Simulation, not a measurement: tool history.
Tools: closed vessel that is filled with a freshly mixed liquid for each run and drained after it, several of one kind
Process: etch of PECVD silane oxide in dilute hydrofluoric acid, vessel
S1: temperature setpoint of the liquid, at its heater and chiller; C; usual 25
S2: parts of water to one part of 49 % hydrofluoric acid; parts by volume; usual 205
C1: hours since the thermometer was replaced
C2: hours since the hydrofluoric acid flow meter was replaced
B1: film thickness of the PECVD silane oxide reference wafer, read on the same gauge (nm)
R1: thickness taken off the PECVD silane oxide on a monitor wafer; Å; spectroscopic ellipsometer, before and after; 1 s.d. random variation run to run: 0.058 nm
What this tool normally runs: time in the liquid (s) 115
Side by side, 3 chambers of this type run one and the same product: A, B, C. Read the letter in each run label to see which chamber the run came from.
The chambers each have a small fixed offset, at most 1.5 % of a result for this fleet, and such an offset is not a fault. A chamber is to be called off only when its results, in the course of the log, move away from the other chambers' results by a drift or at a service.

Run 1C, day 0.242: usual settings; C1 754.9; C2 1452.1; B1 70.007. Result: R1 110.3 Å.
Run 2B, day 0.512: usual settings; C1 724.1; C2 1503.5; B1 70.046. Result: R1 110.47 Å.
Run 3A, day 0.671: usual settings; C1 556.2; C2 704.3; B1 69.925. Result: R1 111.33 Å.
Run 4B, day 0.879: usual settings; C1 732.9; C2 1512.3; B1 70.01. Result: R1 110.66 Å.
Run 5C, day 1.071: usual settings; C1 774.8; C2 1472; B1 70.033. Result: R1 109.79 Å.
Run 6A, day 1.4: usual settings; C1 573.7; C2 721.8; B1 69.993. Result: R1 110.52 Å.
Run 7C, day 1.571: usual settings; C1 786.8; C2 1484; B1 69.994. Result: R1 110.31 Å.
Run 8B, day 1.921: usual settings; C1 757.9; C2 1537.3; B1 69.986. Result: R1 109.85 Å.
Run 9A, day 2.258: usual settings; C1 594.3; C2 742.4; B1 69.977. Result: R1 111.49 Å.
Run 10B, day 2.558: usual settings; C1 773.2; C2 1552.6; B1 69.995. Result: R1 111.35 Å.
Run 11A, day 2.875: usual settings but S2 300 parts by volume, time in the liquid (s) 160; C1 609.1; C2 757.2; B1 69.98. Result: R1 96.759 Å.
Run 12C, day 3.138: usual settings but S2 300 parts by volume, time in the liquid (s) 160; C1 824.4; C2 1521.6; B1 70.026. Result: R1 95.656 Å.
Run 13C, day 3.371: usual settings but S2 300 parts by volume, time in the liquid (s) 160; C1 830; C2 1527.2; B1 69.994. Result: R1 96.095 Å.
Run 14B, day 3.654: usual settings; C1 799.5; C2 1578.9; B1 70.004. Result: R1 110.87 Å.
Run 15A, day 3.821: usual settings; C1 631.8; C2 779.9; B1 70.019. Result: R1 114.27 Å.
Run 16A, day 4.05: usual settings; C1 637.3; C2 785.4; B1 69.999. Result: R1 113.88 Å.
Run 17C, day 4.379: usual settings; C1 854.2; C2 1551.4; B1 70.016. Result: R1 110.5 Å.
Run 18B, day 4.646: usual settings; C1 823.3; C2 1602.7; B1 70.019. Result: R1 111.47 Å.
Run 19A, day 4.95: usual settings but S1 27.5 C, time in the liquid (s) 140; C1 658.9; C2 807; B1 69.957. Result: R1 153.64 Å.
Run 20B, day 5.196: usual settings but S1 27.5 C, time in the liquid (s) 140; C1 836.5; C2 1615.9; B1 70.001. Result: R1 146.65 Å.
Run 21C, day 5.542: usual settings but S1 27.5 C, time in the liquid (s) 140; C1 882.1; C2 1579.3; B1 69.976. Result: R1 145.72 Å.
Run 22A, day 5.842: usual settings; C1 680.3; C2 828.4; B1 70.02. Result: R1 116.57 Å.
Run 23B, day 6.154: usual settings; C1 859.5; C2 1638.9; B1 70.03. Result: R1 110.75 Å.
Run 24C, day 6.371: usual settings; C1 902; C2 1599.2; B1 70.019. Result: R1 110.41 Å.
Run 25B, day 6.65: usual settings; C1 871.4; C2 1650.8; B1 69.975. Result: R1 110.76 Å.
Run 26C, day 6.846: usual settings but S1 21.5 C, time in the liquid (s) 140; C1 913.4; C2 1610.6; B1 70.015. Result: R1 117.55 Å.
Run 27A, day 7.175: usual settings but S1 21.5 C, time in the liquid (s) 140; C1 712.3; C2 860.4; B1 70.044. Result: R1 126.24 Å.
Run 28B, day 7.375: usual settings but S1 21.5 C, time in the liquid (s) 140; C1 888.8; C2 1668.2; B1 69.993. Result: R1 118.41 Å.
Run 29A, day 7.592: usual settings; C1 722.3; C2 870.4; B1 69.997. Result: R1 119.11 Å.

Does one chamber stand apart from the rest, does the shared gauge drift, or is all well apart from small per-chamber offsets? Give the chamber and the most likely cause, where there is one.

Little by little, chamber A moves away from the other chambers.
What lies behind it: hydrofluoric acid flow above the setpoint (%) = 6.17.
Not necessarily distinguishable in this log from: liquid hotter than its thermometer reads (K).

Below are 4 candidate recipes for chamber A's next run, each the usual settings with a change, their results shown as question marks. Which of them brings A's results back in line with what the other chambers give on the usual settings?
A result is in line if it is within this distance of the other chambers' mean on the usual settings: R1 2 Å
Run 30A-1, day 7.846: usual settings but S2 200 parts by volume, time in the liquid (s) 120. Result: R1 ?.
Run 30A-2, day 7.846: usual settings but S2 210 parts by volume, time in the liquid (s) 110. Result: R1 ?.
Run 30A-3, day 7.846: usual settings but S2 185 parts by volume. Result: R1 ?.
Run 30A-4, day 7.846: usual settings but S2 225 parts by volume. Result: R1 ?.

Mean of the other chambers on the usual settings: R1 110.48 Å
  run      R1
30A-1   128.6
30A-2   111.1
30A-3  135.39
30A-4  106.72
It is 30A-2 that realigns the chamber with its peers.
